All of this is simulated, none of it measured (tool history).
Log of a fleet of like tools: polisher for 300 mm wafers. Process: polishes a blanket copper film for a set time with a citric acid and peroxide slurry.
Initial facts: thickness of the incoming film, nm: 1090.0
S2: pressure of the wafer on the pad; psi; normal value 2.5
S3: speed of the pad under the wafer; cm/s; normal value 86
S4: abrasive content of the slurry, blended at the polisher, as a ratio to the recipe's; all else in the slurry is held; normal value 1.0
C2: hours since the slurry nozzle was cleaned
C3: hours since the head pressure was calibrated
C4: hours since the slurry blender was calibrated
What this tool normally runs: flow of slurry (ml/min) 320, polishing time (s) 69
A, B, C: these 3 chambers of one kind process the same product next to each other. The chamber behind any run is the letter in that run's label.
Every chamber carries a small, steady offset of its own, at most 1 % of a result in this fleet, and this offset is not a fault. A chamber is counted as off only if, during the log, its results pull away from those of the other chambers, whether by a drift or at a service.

Run 1B, day 0.212: usual settings; wafers polished on this pad 940; C2 720.7; C3 162.8; C4 168.3. Result: film removed (angstrom) 1216.30.
At day 0.300: chamber A: worn pad replaced by a new one.
Run 2C, day 0.492: usual settings; wafers polished on this pad 306; C2 322.6; C3 60.5; C4 109.2. Result: film removed (angstrom) 1235.10.
Run 3A, day 0.821: usual settings; wafers polished on this pad 133; C2 112.2; C3 226.8; C4 184.1. Result: film removed (angstrom) 1213.00.
At day 0.900: chamber A: slurry blender recalibrated.
Run 4A, day 0.979: usual settings; wafers polished on this pad 174; C2 116.0; C3 230.6; C4 1.9. Result: film removed (angstrom) 1249.20.
At day 1.112: chamber B: worn pad replaced by a new one.
At day 1.125: chamber C: worn pad replaced by a new one.
Run 5B, day 1.200: usual settings but flow of slurry (ml/min) 280, S3 110 cm/s; wafers polished on this pad 23; C2 744.4; C3 186.5; C4 192.0. Result: film removed (angstrom) 1519.90.
Run 6C, day 1.396: usual settings but flow of slurry (ml/min) 280, S3 110 cm/s; wafers polished on this pad 70; C2 344.3; C3 82.2; C4 130.9. Result: film removed (angstrom) 1502.50.
At day 1.517: chamber B: slurry blender recalibrated.
Run 7B, day 1.729: usual settings but flow of slurry (ml/min) 280, S3 110 cm/s; wafers polished on this pad 159; C2 757.1; C3 199.2; C4 5.1. Result: film removed (angstrom) 1533.00.
Run 8C, day 1.942: usual settings; wafers polished on this pad 210; C2 357.4; C3 95.3; C4 144.0. Result: film removed (angstrom) 1204.60.
Run 9A, day 2.275: usual settings but S2 3.0 psi, S4 0.8; wafers polished on this pad 507; C2 147.1; C3 261.7; C4 33.0. Result: film removed (angstrom) 1402.10.
Run 10B, day 2.533: usual settings but S2 3.0 psi, S4 0.8; wafers polished on this pad 365; C2 776.4; C3 218.5; C4 24.4. Result: film removed (angstrom) 1400.00.
Run 11C, day 2.812: usual settings but S2 3.0 psi, S4 0.8; wafers polished on this pad 434; C2 378.3; C3 116.2; C4 164.9. Result: film removed (angstrom) 1373.90.
Run 12A, day 3.017: usual settings but flow of slurry (ml/min) 375; wafers polished on this pad 698; C2 164.9; C3 279.5; C4 50.8. Result: film removed (angstrom) 1241.70.
Run 13C, day 3.246: usual settings but flow of slurry (ml/min) 375; wafers polished on this pad 545; C2 388.7; C3 126.6; C4 175.3. Result: film removed (angstrom) 1212.50.
Run 14B, day 3.450: usual settings but flow of slurry (ml/min) 375; wafers polished on this pad 601; C2 798.4; C3 240.5; C4 46.4. Result: film removed (angstrom) 1249.90.
At day 3.454: chamber C: worn pad replaced by a new one.
At day 3.550: chamber B: slurry nozzle cleaned.
At day 3.592: chamber A: worn pad replaced by a new one.
Run 15A, day 3.775: usual settings but flow of slurry (ml/min) 225, polishing time (s) 78; wafers polished on this pad 47; C2 183.1; C3 297.7; C4 69.0. Result: film removed (angstrom) 1330.70.
Run 16A, day 4.079: usual settings but flow of slurry (ml/min) 225, polishing time (s) 78; wafers polished on this pad 126; C2 190.4; C3 305.0; C4 76.3. Result: film removed (angstrom) 1339.30.
Run 17C, day 4.421: usual settings but flow of slurry (ml/min) 225, polishing time (s) 78; wafers polished on this pad 249; C2 416.9; C3 154.8; C4 203.5. Result: film removed (angstrom) 1279.60.
Run 18B, day 4.646: usual settings but S3 60 cm/s, polishing time (s) 84; wafers polished on this pad 908; C2 26.3; C3 269.2; C4 75.1. Result: film removed (angstrom) 1040.20.
Run 19C, day 4.846: usual settings but S3 60 cm/s, polishing time (s) 84; wafers polished on this pad 358; C2 427.1; C3 165.0; C4 213.7. Result: film removed (angstrom) 1034.00.
Run 20B, day 5.125: usual settings but S3 60 cm/s, polishing time (s) 84; wafers polished on this pad 1031; C2 37.8; C3 280.7; C4 86.6. Result: film removed (angstrom) 1061.20.
Run 21A, day 5.462: usual settings; wafers polished on this pad 481; C2 223.6; C3 338.2; C4 109.5. Result: film removed (angstrom) 1200.90.
Run 22B, day 5.762: usual settings but S3 72 cm/s; wafers polished on this pad 1195; C2 53.1; C3 296.0; C4 101.9. Result: film removed (angstrom) 1038.90.
At day 5.858: chamber C: worn pad replaced by a new one.
Run 23A, day 5.921: usual settings but S3 72 cm/s; wafers polished on this pad 599; C2 234.6; C3 349.2; C4 120.5. Result: film removed (angstrom) 1057.90.
Run 24C, day 6.092: usual settings but S3 72 cm/s; wafers polished on this pad 60; C2 457.0; C3 194.9; C4 243.6. Result: film removed (angstrom) 972.43.
Run 25C, day 6.375: usual settings but S3 104 cm/s; wafers polished on this pad 133; C2 463.8; C3 201.7; C4 250.4. Result: film removed (angstrom) 1421.40.
Run 26A, day 6.625: usual settings but S3 104 cm/s; wafers polished on this pad 780; C2 251.5; C3 366.1; C4 137.4. Result: film removed (angstrom) 1457.50.
Run 27B, day 6.796: usual settings but S3 104 cm/s; wafers polished on this pad 1461; C2 77.9; C3 320.8; C4 126.7. Result: film removed (angstrom) 1429.80.
At day 7.004: chamber B: worn pad replaced by a new one.
Run 28B, day 7.138: usual settings; wafers polished on this pad 35; C2 86.1; C3 329.0; C4 134.9. Result: film removed (angstrom) 1208.50.
Run 29A, day 7.325: usual settings but S4 0.8; wafers polished on this pad 960; C2 268.3; C3 382.9; C4 154.2. Result: film removed (angstrom) 1171.40.
Run 30C, day 7.621: usual settings but S4 0.8; wafers polished on this pad 453; C2 493.7; C3 231.6; C4 280.3. Result: film removed (angstrom) 1099.20.
At day 7.696: chamber A: worn pad replaced by a new one.
Run 31A, day 7.779: usual settings but S4 0.8; wafers polished on this pad 21; C2 279.2; C3 393.8; C4 165.1. Result: film removed (angstrom) 1153.40.
At day 7.804: chamber C: worn pad replaced by a new one.
Run 32B, day 8.104: usual settings; wafers polished on this pad 283; C2 109.3; C3 352.2; C4 158.1. Result: film removed (angstrom) 1214.20.
Run 33C, day 8.279: usual settings; wafers polished on this pad 122; C2 509.5; C3 247.4; C4 296.1. Result: film removed (angstrom) 1155.80.

All 3 chambers run these settings next. Forecast each chamber's results:
Run 34A, day 8.533: usual settings but polishing time (s) 77. Result: film removed (angstrom) ?.
Run 34B, day 8.533: usual settings but polishing time (s) 77. Result: film removed (angstrom) ?.
Run 34C, day 8.533: usual settings but polishing time (s) 77. Result: film removed (angstrom) ?.

run  film removed (angstrom)
34A                  1348.50
34B                  1359.40
34C                  1247.60
